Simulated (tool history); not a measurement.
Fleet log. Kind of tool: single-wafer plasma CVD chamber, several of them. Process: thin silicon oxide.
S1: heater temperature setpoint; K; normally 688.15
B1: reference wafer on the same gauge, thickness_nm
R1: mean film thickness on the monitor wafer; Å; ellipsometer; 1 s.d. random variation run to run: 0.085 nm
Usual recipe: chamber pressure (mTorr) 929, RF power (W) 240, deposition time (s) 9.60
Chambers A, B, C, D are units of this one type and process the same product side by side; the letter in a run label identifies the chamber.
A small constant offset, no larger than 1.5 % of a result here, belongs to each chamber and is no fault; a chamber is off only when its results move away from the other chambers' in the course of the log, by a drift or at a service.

run 1C hour=14.7 | S1=688.15 chamber_pressure_(mTorr)=929 RF_power_(W)=240 deposition_time_(s)=9.60 | B1=19.528 | R1=178.19
run 2A hour=22.5 | S1=688.15 chamber_pressure_(mTorr)=929 RF_power_(W)=240 deposition_time_(s)=9.60 | B1=19.482 | R1=180.59
run 3B hour=37.4 | S1=688.15 chamber_pressure_(mTorr)=929 RF_power_(W)=240 deposition_time_(s)=9.60 | B1=19.514 | R1=181.41
-- hour=45.0 chamber A: capacitance manometer re-zeroed and calibrated
run 4D hour=48.1 | S1=688.15 chamber_pressure_(mTorr)=929 RF_power_(W)=240 deposition_time_(s)=9.60 | B1=19.502 | R1=178.08
run 5C hour=57.5 | S1=688.15 chamber_pressure_(mTorr)=929 RF_power_(W)=240 deposition_time_(s)=9.60 | B1=19.492 | R1=180.52
run 6D hour=66.9 | S1=688.15 chamber_pressure_(mTorr)=929 RF_power_(W)=240 deposition_time_(s)=9.60 | B1=19.517 | R1=176.31
run 7B hour=77.2 | S1=688.15 chamber_pressure_(mTorr)=929 RF_power_(W)=240 deposition_time_(s)=9.60 | B1=19.512 | R1=181.02
run 8A hour=84.1 | S1=688.15 chamber_pressure_(mTorr)=929 RF_power_(W)=240 deposition_time_(s)=9.60 | B1=19.487 | R1=181.75
run 9B hour=95.6 | S1=688.15 chamber_pressure_(mTorr)=929 RF_power_(W)=270 deposition_time_(s)=9.60 | B1=19.488 | R1=191.05
run 10D hour=102.7 | S1=688.15 chamber_pressure_(mTorr)=929 RF_power_(W)=270 deposition_time_(s)=9.60 | B1=19.476 | R1=187.67
run 11C hour=110.2 | S1=688.15 chamber_pressure_(mTorr)=929 RF_power_(W)=270 deposition_time_(s)=9.60 | B1=19.536 | R1=191.53
run 12A hour=120.3 | S1=688.15 chamber_pressure_(mTorr)=929 RF_power_(W)=270 deposition_time_(s)=9.60 | B1=19.501 | R1=191.48
run 13B hour=129.8 | S1=688.15 chamber_pressure_(mTorr)=929 RF_power_(W)=240 deposition_time_(s)=9.60 | B1=19.507 | R1=181.00
run 14A hour=142.6 | S1=688.15 chamber_pressure_(mTorr)=929 RF_power_(W)=240 deposition_time_(s)=9.60 | B1=19.471 | R1=181.64
run 15D hour=154.4 | S1=688.15 chamber_pressure_(mTorr)=929 RF_power_(W)=240 deposition_time_(s)=9.60 | B1=19.488 | R1=180.74
run 16C hour=164.4 | S1=688.15 chamber_pressure_(mTorr)=929 RF_power_(W)=275 deposition_time_(s)=8.90 | B1=19.502 | R1=178.61
run 17C hour=172.1 | S1=688.15 chamber_pressure_(mTorr)=929 RF_power_(W)=275 deposition_time_(s)=8.90 | B1=19.474 | R1=177.63
run 18B hour=182.4 | S1=688.15 chamber_pressure_(mTorr)=929 RF_power_(W)=275 deposition_time_(s)=8.90 | B1=19.487 | R1=179.96
run 19D hour=190.8 | S1=688.15 chamber_pressure_(mTorr)=929 RF_power_(W)=275 deposition_time_(s)=8.90 | B1=19.498 | R1=178.85
run 20A hour=204.2 | S1=701.15 chamber_pressure_(mTorr)=929 RF_power_(W)=220 deposition_time_(s)=9.60 | B1=19.506 | R1=171.21
run 21C hour=214.9 | S1=701.15 chamber_pressure_(mTorr)=929 RF_power_(W)=220 deposition_time_(s)=9.60 | B1=19.475 | R1=172.30
run 22B hour=227.0 | S1=701.15 chamber_pressure_(mTorr)=929 RF_power_(W)=220 deposition_time_(s)=9.60 | B1=19.497 | R1=172.82
-- hour=236.0 chamber B: capacitance manometer re-zeroed and calibrated
run 23D hour=238.7 | S1=701.15 chamber_pressure_(mTorr)=929 RF_power_(W)=220 deposition_time_(s)=9.60 | B1=19.509 | R1=176.42
run 24A hour=246.9 | S1=699.15 chamber_pressure_(mTorr)=929 RF_power_(W)=240 deposition_time_(s)=9.60 | B1=19.465 | R1=180.37
run 25B hour=257.2 | S1=699.15 chamber_pressure_(mTorr)=929 RF_power_(W)=240 deposition_time_(s)=9.60 | B1=19.507 | R1=179.80
run 26A hour=270.5 | S1=699.15 chamber_pressure_(mTorr)=929 RF_power_(W)=240 deposition_time_(s)=9.60 | B1=19.492 | R1=180.29
run 27D hour=283.5 | S1=699.15 chamber_pressure_(mTorr)=929 RF_power_(W)=240 deposition_time_(s)=9.60 | B1=19.487 | R1=184.69
run 28C hour=291.7 | S1=688.15 chamber_pressure_(mTorr)=929 RF_power_(W)=240 deposition_time_(s)=9.60 | B1=19.529 | R1=180.11
-- hour=296.8 chamber C: RF generator calibrated
run 29B hour=305.6 | S1=688.15 chamber_pressure_(mTorr)=929 RF_power_(W)=240 deposition_time_(s)=9.60 | B1=19.490 | R1=180.59
run 30A hour=320.6 | S1=688.15 chamber_pressure_(mTorr)=929 RF_power_(W)=215 deposition_time_(s)=8.49 | B1=19.507 | R1=151.45
run 31D hour=328.9 | S1=688.15 chamber_pressure_(mTorr)=929 RF_power_(W)=215 deposition_time_(s)=8.49 | B1=19.483 | R1=158.38
run 32C hour=341.8 | S1=688.15 chamber_pressure_(mTorr)=929 RF_power_(W)=215 deposition_time_(s)=8.49 | B1=19.506 | R1=151.52
run 33D hour=353.7 | S1=688.15 chamber_pressure_(mTorr)=929 RF_power_(W)=215 deposition_time_(s)=8.49 | B1=19.512 | R1=158.66
run 34C hour=368.8 | S1=688.15 chamber_pressure_(mTorr)=929 RF_power_(W)=240 deposition_time_(s)=9.60 | B1=19.514 | R1=181.95

Next, all 4 chambers run the settings below, one line each with question marks for the results. What does each chamber give?
run 35A hour=379.5 | S1=688.15 chamber_pressure_(mTorr)=929 RF_power_(W)=240 deposition_time_(s)=9.60 | R1=?
run 35B hour=379.5 | S1=688.15 chamber_pressure_(mTorr)=929 RF_power_(W)=240 deposition_time_(s)=9.60 | R1=?
run 35C hour=379.5 | S1=688.15 chamber_pressure_(mTorr)=929 RF_power_(W)=240 deposition_time_(s)=9.60 | R1=?
run 35D hour=379.5 | S1=688.15 chamber_pressure_(mTorr)=929 RF_power_(W)=240 deposition_time_(s)=9.60 | R1=?

run=35A R1=181.22
run=35B R1=180.64
run=35C R1=179.65
run=35D R1=189.83
